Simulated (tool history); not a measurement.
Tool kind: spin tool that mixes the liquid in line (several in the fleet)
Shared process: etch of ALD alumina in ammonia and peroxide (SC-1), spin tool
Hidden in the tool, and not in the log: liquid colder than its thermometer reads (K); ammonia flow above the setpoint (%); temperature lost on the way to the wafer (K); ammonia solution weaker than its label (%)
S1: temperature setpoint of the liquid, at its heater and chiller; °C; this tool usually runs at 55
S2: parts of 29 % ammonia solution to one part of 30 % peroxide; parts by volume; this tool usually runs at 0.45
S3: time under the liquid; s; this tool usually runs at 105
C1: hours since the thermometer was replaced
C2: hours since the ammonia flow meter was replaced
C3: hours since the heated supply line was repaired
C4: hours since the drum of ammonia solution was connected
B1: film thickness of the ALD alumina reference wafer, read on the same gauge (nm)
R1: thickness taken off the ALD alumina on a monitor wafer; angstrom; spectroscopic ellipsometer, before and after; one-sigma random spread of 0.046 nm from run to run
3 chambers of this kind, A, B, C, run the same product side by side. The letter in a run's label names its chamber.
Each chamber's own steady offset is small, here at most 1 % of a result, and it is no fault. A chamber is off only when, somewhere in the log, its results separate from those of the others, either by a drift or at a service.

{"run": "1B", "hour": 7.6, "S1": 55, "S2": 0.45, "S3": 105, "C1": 864.3, "C2": 239.2, "C3": 2091.6, "C4": 115.9, "B1": 109.97, "R1": 65.574}
{"run": "2C", "hour": 18.1, "S1": 55, "S2": 0.45, "S3": 105, "C1": 240.7, "C2": 85.6, "C3": 1152.0, "C4": 522.5, "B1": 110.0, "R1": 66.578}
{"run": "3A", "hour": 27.7, "S1": 55, "S2": 0.45, "S3": 105, "C1": 611.3, "C2": 962.5, "C3": 431.5, "C4": 628.1, "B1": 109.99, "R1": 66.097}
{"run": "4C", "hour": 35.0, "S1": 55, "S2": 0.45, "S3": 105, "C1": 257.6, "C2": 102.5, "C3": 1168.9, "C4": 539.4, "B1": 109.99, "R1": 65.789}
{"run": "5A", "hour": 40.6, "S1": 55, "S2": 0.45, "S3": 105, "C1": 624.2, "C2": 975.4, "C3": 444.4, "C4": 641.0, "B1": 109.99, "R1": 65.51}
{"run": "6B", "hour": 49.8, "S1": 55, "S2": 0.45, "S3": 105, "C1": 906.5, "C2": 281.4, "C3": 2133.8, "C4": 158.1, "B1": 110.0, "R1": 67.073}
{"run": "7A", "hour": 58.1, "S1": 55, "S2": 0.45, "S3": 105, "C1": 641.7, "C2": 992.9, "C3": 461.9, "C4": 658.5, "B1": 110.01, "R1": 66.848}
{"run": "8C", "hour": 66.4, "S1": 55, "S2": 0.45, "S3": 105, "C1": 289.0, "C2": 133.9, "C3": 1200.3, "C4": 570.8, "B1": 110.01, "R1": 66.744}
{"run": "9B", "hour": 72.8, "S1": 55, "S2": 0.45, "S3": 105, "C1": 929.5, "C2": 304.4, "C3": 2156.8, "C4": 181.1, "B1": 110.02, "R1": 65.562}
{"run": "10B", "hour": 79.2, "S1": 55, "S2": 0.45, "S3": 105, "C1": 935.9, "C2": 310.8, "C3": 2163.2, "C4": 187.5, "B1": 109.97, "R1": 65.594}
{"run": "11A", "hour": 90.1, "S1": 55, "S2": 0.45, "S3": 105, "C1": 673.7, "C2": 1024.9, "C3": 493.9, "C4": 690.5, "B1": 109.98, "R1": 66.253}
{"run": "12C", "hour": 96.1, "S1": 55, "S2": 0.45, "S3": 105, "C1": 318.7, "C2": 163.6, "C3": 1230.0, "C4": 600.5, "B1": 110.0, "R1": 66.725}
{"hour": 105.2, "done": "chamber B: new drum of ammonia solution connected"}
{"run": "13B", "hour": 106.2, "S1": 55, "S2": 0.45, "S3": 105, "C1": 962.9, "C2": 337.8, "C3": 2190.2, "C4": 1.1, "B1": 110.01, "R1": 66.012}
{"run": "14A", "hour": 117.0, "S1": 55, "S2": 0.45, "S3": 105, "C1": 700.6, "C2": 1051.8, "C3": 520.8, "C4": 717.4, "B1": 110.01, "R1": 65.709}
{"run": "15C", "hour": 122.2, "S1": 55, "S2": 0.45, "S3": 105, "C1": 344.8, "C2": 189.7, "C3": 1256.1, "C4": 626.6, "B1": 110.0, "R1": 66.741}
{"run": "16B", "hour": 132.4, "S1": 55, "S2": 0.45, "S3": 105, "C1": 989.1, "C2": 364.0, "C3": 2216.4, "C4": 27.3, "B1": 110.01, "R1": 66.241}
{"run": "17C", "hour": 141.1, "S1": 55, "S2": 0.45, "S3": 105, "C1": 363.7, "C2": 208.6, "C3": 1275.0, "C4": 645.5, "B1": 109.99, "R1": 66.631}
{"run": "18A", "hour": 147.5, "S1": 55, "S2": 0.45, "S3": 105, "C1": 731.1, "C2": 1082.3, "C3": 551.3, "C4": 747.9, "B1": 109.98, "R1": 64.469}
{"run": "19B", "hour": 157.3, "S1": 55, "S2": 0.45, "S3": 105, "C1": 1014.0, "C2": 388.9, "C3": 2241.3, "C4": 52.2, "B1": 109.99, "R1": 65.932}
{"run": "20A", "hour": 162.5, "S1": 55, "S2": 0.45, "S3": 105, "C1": 746.1, "C2": 1097.3, "C3": 566.3, "C4": 762.9, "B1": 110.02, "R1": 63.886}
{"run": "21C", "hour": 170.6, "S1": 55, "S2": 0.45, "S3": 105, "C1": 393.2, "C2": 238.1, "C3": 1304.5, "C4": 675.0, "B1": 110.02, "R1": 66.856}
{"run": "22C", "hour": 180.1, "S1": 55, "S2": 0.45, "S3": 105, "C1": 402.7, "C2": 247.6, "C3": 1314.0, "C4": 684.5, "B1": 110.0, "R1": 66.68}
{"run": "23B", "hour": 188.5, "S1": 55, "S2": 0.45, "S3": 105, "C1": 1045.2, "C2": 420.1, "C3": 2272.5, "C4": 83.4, "B1": 110.01, "R1": 65.913}
{"run": "24A", "hour": 195.0, "S1": 55, "S2": 0.45, "S3": 105, "C1": 778.6, "C2": 1129.8, "C3": 598.8, "C4": 795.4, "B1": 110.0, "R1": 63.666}
{"run": "25C", "hour": 203.6, "S1": 55, "S2": 0.45, "S3": 105, "C1": 426.2, "C2": 271.1, "C3": 1337.5, "C4": 708.0, "B1": 110.02, "R1": 65.485}
{"run": "26A", "hour": 210.5, "S1": 55, "S2": 0.35, "S3": 105, "C1": 794.1, "C2": 1145.3, "C3": 614.3, "C4": 810.9, "B1": 109.99, "R1": 62.04}
{"run": "27B", "hour": 218.6, "S1": 55, "S2": 0.35, "S3": 105, "C1": 1075.3, "C2": 450.2, "C3": 2302.6, "C4": 113.5, "B1": 110.01, "R1": 64.567}
{"run": "28C", "hour": 224.0, "S1": 55, "S2": 0.35, "S3": 105, "C1": 446.6, "C2": 291.5, "C3": 1357.9, "C4": 728.4, "B1": 110.01, "R1": 64.29}
{"run": "29B", "hour": 233.6, "S1": 55, "S2": 0.45, "S3": 105, "C1": 1090.3, "C2": 465.2, "C3": 2317.6, "C4": 128.5, "B1": 110.01, "R1": 65.776}
{"run": "30A", "hour": 243.7, "S1": 55, "S2": 0.45, "S3": 105, "C1": 827.3, "C2": 1178.5, "C3": 647.5, "C4": 844.1, "B1": 109.99, "R1": 62.431}
{"run": "31A", "hour": 251.2, "S1": 55, "S2": 0.45, "S3": 105, "C1": 834.8, "C2": 1186.0, "C3": 655.0, "C4": 851.6, "B1": 109.98, "R1": 62.797}
{"run": "32B", "hour": 258.9, "S1": 55, "S2": 0.45, "S3": 105, "C1": 1115.6, "C2": 490.5, "C3": 2342.9, "C4": 153.8, "B1": 109.99, "R1": 66.871}

All chambers now run identical settings, listed one chamber a line with results as question marks. What results will each chamber show?
{"run": "33A", "hour": 266.8, "S1": 55, "S2": 0.45, "S3": 160, "R1": "?"}
{"run": "33B", "hour": 266.8, "S1": 55, "S2": 0.45, "S3": 160, "R1": "?"}
{"run": "33C", "hour": 266.8, "S1": 55, "S2": 0.45, "S3": 160, "R1": "?"}

run=33A R1=94.792
run=33B R1=99.936
run=33C R1=100.400

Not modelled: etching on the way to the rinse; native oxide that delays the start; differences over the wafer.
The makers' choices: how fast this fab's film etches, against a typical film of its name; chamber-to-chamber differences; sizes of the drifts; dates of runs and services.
